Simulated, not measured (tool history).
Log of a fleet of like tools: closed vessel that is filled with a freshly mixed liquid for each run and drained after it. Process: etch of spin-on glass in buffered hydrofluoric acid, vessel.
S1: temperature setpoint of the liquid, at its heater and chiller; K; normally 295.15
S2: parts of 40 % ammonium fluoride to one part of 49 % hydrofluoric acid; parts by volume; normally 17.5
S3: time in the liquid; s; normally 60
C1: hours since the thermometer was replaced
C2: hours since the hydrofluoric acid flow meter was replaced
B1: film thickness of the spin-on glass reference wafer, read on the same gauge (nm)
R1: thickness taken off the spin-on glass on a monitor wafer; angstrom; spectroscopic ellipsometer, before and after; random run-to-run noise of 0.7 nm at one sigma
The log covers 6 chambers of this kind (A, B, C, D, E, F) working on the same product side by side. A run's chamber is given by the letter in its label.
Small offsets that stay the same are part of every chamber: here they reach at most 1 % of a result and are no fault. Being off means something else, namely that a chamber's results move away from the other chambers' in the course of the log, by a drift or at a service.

run 1A hour=4.0 | S1=295.15 S2=17.5 S3=60 | C1=1060.6 C2=899.1 | B1=149.99 | R1=1368.5
run 2E hour=8.8 | S1=295.15 S2=17.5 S3=60 | C1=889.1 C2=11.5 | B1=149.99 | R1=1385.6
run 3F hour=12.0 | S1=295.15 S2=17.5 S3=60 | C1=982.4 C2=352.5 | B1=150.00 | R1=1366.3
run 4D hour=15.3 | S1=295.15 S2=17.5 S3=60 | C1=1763.1 C2=286.7 | B1=149.96 | R1=1346.1
run 5B hour=18.8 | S1=295.15 S2=19.5 S3=60 | C1=204.1 C2=1459.9 | B1=149.99 | R1=1235.1
run 6C hour=24.4 | S1=295.15 S2=19.5 S3=60 | C1=707.6 C2=795.2 | B1=150.02 | R1=1232.2
run 7A hour=27.2 | S1=295.15 S2=19.5 S3=60 | C1=1083.8 C2=922.3 | B1=149.99 | R1=1236.7
run 8B hour=33.3 | S1=295.15 S2=19.5 S3=60 | C1=218.6 C2=1474.4 | B1=149.97 | R1=1229.5
run 9D hour=36.1 | S1=295.15 S2=19.5 S3=60 | C1=1783.9 C2=307.5 | B1=150.01 | R1=1212.0
run 10E hour=42.0 | S1=295.15 S2=19.5 S3=60 | C1=922.3 C2=44.7 | B1=149.98 | R1=1232.8
run 11F hour=47.0 | S1=295.15 S2=14.5 S3=60 | C1=1017.4 C2=387.5 | B1=150.03 | R1=1642.1
run 12C hour=52.4 | S1=295.15 S2=14.5 S3=60 | C1=735.6 C2=823.2 | B1=150.01 | R1=1655.3
-- hour=52.7 chamber C: hydrofluoric acid flow meter replaced
run 13D hour=55.9 | S1=295.15 S2=14.5 S3=60 | C1=1803.7 C2=327.3 | B1=149.99 | R1=1633.7
run 14F hour=59.8 | S1=295.15 S2=14.5 S3=60 | C1=1030.2 C2=400.3 | B1=149.99 | R1=1647.6
run 15E hour=62.9 | S1=295.15 S2=14.5 S3=60 | C1=943.2 C2=65.6 | B1=150.04 | R1=1652.0
-- hour=67.2 chamber E: thermometer replaced
run 16C hour=67.7 | S1=295.15 S2=14.5 S3=60 | C1=750.9 C2=15.0 | B1=150.00 | R1=1660.6
run 17A hour=70.5 | S1=295.15 S2=17.5 S3=60 | C1=1127.1 C2=965.6 | B1=150.02 | R1=1375.1
run 18B hour=74.5 | S1=291.15 S2=17.5 S3=60 | C1=259.8 C2=1515.6 | B1=150.01 | R1=1100.5
run 19E hour=79.7 | S1=291.15 S2=17.5 S3=60 | C1=12.6 C2=82.4 | B1=149.99 | R1=1091.1
run 20B hour=83.9 | S1=291.15 S2=17.5 S3=60 | C1=269.2 C2=1525.0 | B1=149.98 | R1=1099.0
run 21D hour=89.6 | S1=291.15 S2=17.5 S3=60 | C1=1837.4 C2=361.0 | B1=150.00 | R1=1087.8
run 22C hour=93.9 | S1=291.15 S2=17.5 S3=60 | C1=777.1 C2=41.2 | B1=150.01 | R1=1106.8
run 23A hour=98.5 | S1=291.15 S2=17.5 S3=60 | C1=1155.1 C2=993.6 | B1=149.98 | R1=1100.6
run 24F hour=101.8 | S1=295.15 S2=17.5 S3=60 | C1=1072.2 C2=442.3 | B1=150.02 | R1=1377.5
run 25A hour=105.6 | S1=295.15 S2=17.5 S3=60 | C1=1162.2 C2=1000.7 | B1=149.99 | R1=1369.2
-- hour=110.2 chamber B: hydrofluoric acid flow meter replaced
run 26E hour=111.6 | S1=295.15 S2=17.5 S3=60 | C1=44.5 C2=114.3 | B1=149.99 | R1=1375.8
run 27F hour=115.8 | S1=295.15 S2=17.5 S3=60 | C1=1086.2 C2=456.3 | B1=150.00 | R1=1375.5
run 28C hour=121.1 | S1=295.15 S2=17.5 S3=60 | C1=804.3 C2=68.4 | B1=150.02 | R1=1372.7
run 29D hour=125.4 | S1=295.15 S2=17.5 S3=60 | C1=1873.2 C2=396.8 | B1=150.01 | R1=1353.2
run 30B hour=131.0 | S1=292.65 S2=17.5 S3=60 | C1=316.3 C2=20.9 | B1=150.02 | R1=1191.2
run 31D hour=133.6 | S1=292.65 S2=17.5 S3=60 | C1=1881.4 C2=405.0 | B1=150.00 | R1=1185.0
run 32A hour=138.4 | S1=292.65 S2=17.5 S3=60 | C1=1195.0 C2=1033.5 | B1=149.98 | R1=1200.2
run 33E hour=141.2 | S1=292.65 S2=17.5 S3=60 | C1=74.1 C2=143.9 | B1=150.02 | R1=1195.2
run 34B hour=145.1 | S1=292.65 S2=17.5 S3=60 | C1=330.4 C2=35.0 | B1=150.03 | R1=1185.0
run 35F hour=149.7 | S1=292.65 S2=17.5 S3=60 | C1=1120.1 C2=490.2 | B1=150.00 | R1=1193.2
run 36C hour=155.6 | S1=295.15 S2=17.5 S3=60 | C1=838.8 C2=102.9 | B1=149.99 | R1=1371.0
run 37C hour=159.7 | S1=295.15 S2=17.5 S3=60 | C1=842.9 C2=107.0 | B1=149.99 | R1=1383.4
run 38A hour=165.4 | S1=295.15 S2=17.5 S3=60 | C1=1222.0 C2=1060.5 | B1=150.02 | R1=1384.0
run 39D hour=170.7 | S1=298.65 S2=22.0 S3=60 | C1=1918.5 C2=442.1 | B1=150.05 | R1=1357.2
run 40E hour=175.5 | S1=298.65 S2=22.0 S3=60 | C1=108.4 C2=178.2 | B1=150.01 | R1=1358.2
run 41B hour=181.3 | S1=298.65 S2=22.0 S3=60 | C1=366.6 C2=71.2 | B1=150.02 | R1=1365.5

Is one chamber off against the others, does the gauge drift, or is nothing wrong? If a chamber is off, say which, and what the likeliest cause is.

No chamber is off and the gauge is stable; the differences are just each chamber's small, constant offset.
